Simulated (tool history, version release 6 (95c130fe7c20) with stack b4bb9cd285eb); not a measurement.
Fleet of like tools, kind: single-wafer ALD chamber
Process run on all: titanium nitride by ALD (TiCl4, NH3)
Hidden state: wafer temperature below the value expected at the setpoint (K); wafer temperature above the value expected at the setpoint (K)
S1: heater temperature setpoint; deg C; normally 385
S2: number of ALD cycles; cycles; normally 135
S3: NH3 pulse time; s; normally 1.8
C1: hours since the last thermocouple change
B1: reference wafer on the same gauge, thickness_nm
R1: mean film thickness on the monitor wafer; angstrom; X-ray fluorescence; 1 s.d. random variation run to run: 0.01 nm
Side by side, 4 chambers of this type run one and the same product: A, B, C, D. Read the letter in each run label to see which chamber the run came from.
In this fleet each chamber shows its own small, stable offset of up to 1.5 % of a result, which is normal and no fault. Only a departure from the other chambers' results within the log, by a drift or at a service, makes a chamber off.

run 1C hour=4.5 | S1=385 S2=135 S3=1.8 | C1=2318.5 | B1=3.1415 | R1=29.114
run 2D hour=8.9 | S1=385 S2=135 S3=1.8 | C1=743 | B1=3.1408 | R1=29.339
run 3A hour=12.7 | S1=385 S2=135 S3=1.8 | C1=1954.7 | B1=3.141 | R1=29.101
run 4B hour=20.1 | S1=385 S2=135 S3=1.8 | C1=1206.3 | B1=3.1399 | R1=29.526
run 5D hour=27.4 | S1=385 S2=135 S3=1.8 | C1=761.5 | B1=3.14 | R1=29.518
run 6A hour=35 | S1=385 S2=135 S3=1.8 | C1=1977 | B1=3.141 | R1=29.158
run 7C hour=39.7 | S1=385 S2=135 S3=1.8 | C1=2353.7 | B1=3.1374 | R1=29.064
run 8B hour=43.6 | S1=385 S2=135 S3=1.8 | C1=1229.8 | B1=3.1424 | R1=29.45
run 9D hour=47.4 | S1=385 S2=135 S3=1.8 | C1=781.5 | B1=3.1386 | R1=29.411
run 10B hour=53.5 | S1=385 S2=112 S3=1.8 | C1=1239.7 | B1=3.1379 | R1=24.617
run 11C hour=58.5 | S1=385 S2=112 S3=1.8 | C1=2372.5 | B1=3.1396 | R1=24.148
run 12A hour=64.4 | S1=385 S2=112 S3=1.8 | C1=2006.4 | B1=3.1424 | R1=24.239
run 13D hour=70.9 | S1=385 S2=112 S3=1.8 | C1=805 | B1=3.1394 | R1=24.363
run 14C hour=76.9 | S1=385 S2=135 S3=1.8 | C1=2390.9 | B1=3.1382 | R1=29.163
run 15A hour=84.7 | S1=385 S2=135 S3=1.8 | C1=2026.7 | B1=3.1421 | R1=29.095
run 16B hour=88.8 | S1=385 S2=135 S3=1.8 | C1=1275 | B1=3.1401 | R1=29.32
run 17C hour=95.2 | S1=385 S2=135 S3=1.8 | C1=2409.2 | B1=3.14 | R1=29.204
run 18A hour=101.2 | S1=385 S2=135 S3=1.8 | C1=2043.2 | B1=3.1407 | R1=29.045
run 19B hour=107.3 | S1=385 S2=135 S3=1.8 | C1=1293.5 | B1=3.1433 | R1=29.605
run 20D hour=110.9 | S1=385 S2=135 S3=1.8 | C1=845 | B1=3.1395 | R1=29.321
run 21B hour=115.6 | S1=385 S2=135 S3=1.8 | C1=1301.8 | B1=3.1413 | R1=29.521
run 22A hour=121.5 | S1=385 S2=135 S3=1.8 | C1=2063.5 | B1=3.1392 | R1=29.204
run 23C hour=127.3 | S1=385 S2=135 S3=1.8 | C1=2441.3 | B1=3.1379 | R1=28.908
run 24D hour=132.4 | S1=385 S2=135 S3=1.8 | C1=866.5 | B1=3.1409 | R1=29.435
run 25A hour=138 | S1=385 S2=135 S3=1.8 | C1=2080 | B1=3.1399 | R1=29.018
run 26C hour=143.8 | S1=385 S2=135 S3=1.8 | C1=2457.8 | B1=3.1389 | R1=29.1
run 27D hour=150.6 | S1=385 S2=135 S3=1.45 | C1=884.7 | B1=3.1387 | R1=28.825
run 28B hour=155 | S1=385 S2=135 S3=1.45 | C1=1341.2 | B1=3.1406 | R1=29.22
run 29D hour=159.3 | S1=385 S2=135 S3=1.45 | C1=893.4 | B1=3.1408 | R1=28.971
run 30C hour=165.2 | S1=385 S2=135 S3=1.45 | C1=2479.2 | B1=3.1408 | R1=28.827
run 31B hour=172.6 | S1=385 S2=135 S3=1.8 | C1=1358.8 | B1=3.139 | R1=29.554
run 32A hour=179.2 | S1=385 S2=135 S3=1.8 | C1=2121.2 | B1=3.1404 | R1=28.904
run 33D hour=182.6 | S1=385 S2=135 S3=1.8 | C1=916.7 | B1=3.1423 | R1=29.361
run 34A hour=190.3 | S1=385 S2=135 S3=1.8 | C1=2132.3 | B1=3.1403 | R1=29.295
run 35C hour=194.7 | S1=385 S2=135 S3=1.8 | C1=2508.7 | B1=3.1421 | R1=29.199
run 36B hour=201.9 | S1=385 S2=135 S3=1.8 | C1=1388.1 | B1=3.1384 | R1=29.552
-- hour=204.3 chamber A: thermocouple changed; heater temperature recalibrated
run 37D hour=207.9 | S1=397 S2=124 S3=1.8 | C1=942 | B1=3.1386 | R1=27.323
run 38B hour=214.3 | S1=397 S2=124 S3=1.8 | C1=1400.5 | B1=3.1398 | R1=27.45
run 39A hour=218.6 | S1=397 S2=124 S3=1.8 | C1=14.3 | B1=3.1406 | R1=26.946
run 40C hour=225.7 | S1=397 S2=124 S3=1.8 | C1=2539.7 | B1=3.1412 | R1=26.95
run 41B hour=230.6 | S1=385 S2=135 S3=1.8 | C1=1416.8 | B1=3.1412 | R1=29.435
run 42D hour=237.5 | S1=385 S2=146 S3=2.07 | C1=971.6 | B1=3.1398 | R1=32.015
run 43C hour=245.5 | S1=385 S2=146 S3=2.07 | C1=2559.5 | B1=3.1408 | R1=31.627

The same settings go to every chamber for the next run, one line per chamber below. Forecast the results for each:
run 44A hour=251.1 | S1=385 S2=135 S3=1.8 | R1=?
run 44B hour=251.1 | S1=385 S2=135 S3=1.8 | R1=?
run 44C hour=251.1 | S1=385 S2=135 S3=1.8 | R1=?
run 44D hour=251.1 | S1=385 S2=135 S3=1.8 | R1=?

run=44A R1=29.053
run=44B R1=29.442
run=44C R1=29.26
run=44D R1=29.366
